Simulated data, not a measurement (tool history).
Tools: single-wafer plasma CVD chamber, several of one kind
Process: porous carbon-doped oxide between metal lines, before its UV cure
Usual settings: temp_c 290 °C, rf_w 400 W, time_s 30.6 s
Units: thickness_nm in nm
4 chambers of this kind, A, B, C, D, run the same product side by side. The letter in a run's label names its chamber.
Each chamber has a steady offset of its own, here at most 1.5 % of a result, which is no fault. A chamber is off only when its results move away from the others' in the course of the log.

run   hour  temp_c  rf_w  time_s  read-back reference wafer on the same gauge, thickness_nm  thickness_nm
 1C    7.4     290   400    30.6                                                     157.98        147.89
 2D   16.5     290   400    30.6                                                     158.06        146.19
 3A   29.2     290   400    30.6                                                     157.86        149.73
 4B   39.7     290   400    30.6                                                     158.03        148.35
 5D   50.2     290   400    30.6                                                     158.17        147.18
 6C   58.6     290   400    30.6                                                     157.94        149.22
 7A   69.5     290   400    30.6                                                     157.96        149.24
 8B   83.2     290   400    30.6                                                     157.90        147.49
 9B   94.1     278   400    33.4                                                     158.20        173.62
10A  107.0     278   400    33.4                                                     157.96        174.83
11C  121.4     278   400    33.4                                                     158.00        174.33
12D  133.4     278   400    33.4                                                     157.98        171.73
13A  142.7     290   400    30.6                                                     157.93        149.64
     154.6  -- chamber B: thermocouple changed; heater temperature recalibrated
14C  155.2     290   470    30.6                                                     158.10        168.88
15B  169.0     290   470    30.6                                                     158.00        167.37
16D  182.7     290   470    30.6                                                     157.97        166.36
17C  193.8     290   470    30.6                                                     157.83        166.66
18A  207.0     290   400    30.6                                                     158.11        149.67
19D  217.5     290   400    30.6                                                     158.05        146.54
20B  225.0     290   400    30.6                                                     158.06        146.48
21A  233.7     290   400    30.6                                                     158.03        149.40
22C  241.1     290   400    30.6                                                     157.97        148.13
23D  253.8     290   400    30.6                                                     157.99        147.30
24B  263.5     290   400    30.6                                                     158.04        145.99
25C  273.5     290   400    30.6                                                     158.18        147.07
26A  280.0     290   400    30.6                                                     157.99        150.40
27B  287.6     290   400    30.6                                                     157.96        145.53
28D  296.9     290   400    30.6                                                     158.10        146.39
29A  310.9     290   400    30.6                                                     158.16        150.14
30B  319.3     290   400    30.6                                                     157.99        145.40
31D  330.6     290   400    30.6                                                     157.98        146.43
     340.9  -- chamber D: RF generator calibrated
32C  341.1     290   400    30.6                                                     157.91        148.96
33D  352.6     290   400    30.6                                                     158.05        146.69
34A  364.9     296   335    30.6                                                     157.86        125.55

All 4 chambers run these settings next. Forecast each chamber's results:
35A  375.4     290   400    28.5                                                                        ?
35B  375.4     290   400    28.5                                                                        ?
35C  375.4     290   400    28.5                                                                        ?
35D  375.4     290   400    28.5                                                                        ?

run  thickness_nm
35A        139.35
35B        135.76
35C        139.00
35D        136.27

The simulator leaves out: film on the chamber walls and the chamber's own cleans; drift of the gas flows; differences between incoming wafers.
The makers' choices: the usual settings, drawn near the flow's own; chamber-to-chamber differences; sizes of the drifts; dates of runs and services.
